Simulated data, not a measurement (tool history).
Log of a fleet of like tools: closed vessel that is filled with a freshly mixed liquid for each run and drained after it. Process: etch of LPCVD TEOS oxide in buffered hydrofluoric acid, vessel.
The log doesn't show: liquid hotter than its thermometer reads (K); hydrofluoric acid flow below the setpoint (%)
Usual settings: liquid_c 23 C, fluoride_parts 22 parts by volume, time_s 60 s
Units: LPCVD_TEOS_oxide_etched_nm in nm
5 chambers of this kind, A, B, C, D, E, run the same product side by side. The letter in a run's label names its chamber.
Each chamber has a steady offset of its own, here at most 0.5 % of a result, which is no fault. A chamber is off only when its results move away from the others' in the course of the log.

run,hour,liquid_c,fluoride_parts,time_s,hours since the thermometer was replaced,hours since the hydrofluoric acid flow meter was replaced,"read-back film thickness of the LPCVD TEOS oxide reference wafer, read on the same gauge (nm)",LPCVD_TEOS_oxide_etched_nm
1E,3.8,23,22,60,247.5,1831.8,99.978,49.183
2C,7,23,22,60,50.3,1471,99.992,48.059
3B,9.3,23,22,60,677.2,446.8,100.01,48.562
4A,13.3,23,22,60,481.3,549.4,99.978,48.678
5D,17.6,23,22,60,1054.7,345.7,99.961,48.333
6E,21.2,23,22,60,264.9,1849.2,99.989,48.558
7B,25.5,23,28.5,60,693.4,463,99.97,40.769
8A,28.8,23,28.5,60,496.8,564.9,100.05,41.012
9C,32.2,23,28.5,60,75.5,1496.2,100.01,40.656
10D,36.8,23,28.5,60,1073.9,364.9,99.956,40.917
11C,41.2,23,28.5,60,84.5,1505.2,99.988,40.357
12A,45.5,23,22,60,513.5,581.6,99.928,49.244
13D,49.7,23,22,60,1086.8,377.8,100.05,49.076
14E,53,23,22,60,296.7,1881,100.03,48.265
15B,56.3,23,22,60,724.2,493.8,100.03,48.52
16C,60,23,22,60,103.3,1524,99.97,48.356
17E,63.6,23,22,60,307.3,1891.6,99.985,49.144
18B,68.2,23,22,60,736.1,505.7,99.962,48.537
19D,70.7,23,22,60,1107.8,398.8,100.05,47.836
20A,73.5,23,22,60,541.5,609.6,100.07,48.393
21C,78,23,22,60,121.3,1542,99.961,48.229
22B,81.6,23,22,60,749.5,519.1,99.954,48.474
23A,85.7,23,22,60,553.7,621.8,99.981,48.69
24D,89.1,23,22,60,1126.2,417.2,99.989,47.166
25E,93.4,23,22,60,337.1,1921.4,99.956,48.259
26C,95.6,23,30,70,138.9,1559.6,99.993,45.731
27A,97.9,23,30,70,565.9,634,99.992,46.136
28D,100.4,23,30,70,1137.5,428.5,99.998,43.682
29B,103.7,23,30,70,771.6,541.2,100.04,45.455
30E,106.6,23,30,70,350.3,1934.6,99.996,45.062
31A,110.3,23,22,60,578.3,646.4,99.988,48.452
32C,113.1,23,22,90,156.4,1577.1,100,72.354
33D,117.2,23,22,90,1154.3,445.3,99.982,69.373
34E,119.2,23,22,90,362.9,1947.2,100,73.089

Is one chamber off against the others, does the gauge drift, or is nothing wrong? If a chamber is off, say which, and what the likeliest cause is.

Chamber D drifts away from the others.
Cause: hydrofluoric acid flow below the setpoint (%) = 8.55.
The log may not tell that from: liquid colder than its thermometer reads (K).

Here are 4 candidates for chamber D's next run, each the usual settings with a change, their results left as question marks. Which one brings its results back in line with what the others give on the usual settings?
In line means no further than this from the other chambers' mean on the usual settings: LPCVD_TEOS_oxide_etched_nm 0.98 nm
35D-1,122.6,23.5,21,60,,,,?
35D-2,122.6,23,22.5,60,,,,?
35D-3,122.6,23,21.5,60,,,,?
35D-4,122.6,22,22,60,,,,?

The other chambers' mean on the usual settings: LPCVD_TEOS_oxide_etched_nm 48.601 nm
run,LPCVD_TEOS_oxide_etched_nm
35D-1,48.753
35D-2,45.257
35D-3,46.678
35D-4,43.454
35D-1 brings the chamber back in line.

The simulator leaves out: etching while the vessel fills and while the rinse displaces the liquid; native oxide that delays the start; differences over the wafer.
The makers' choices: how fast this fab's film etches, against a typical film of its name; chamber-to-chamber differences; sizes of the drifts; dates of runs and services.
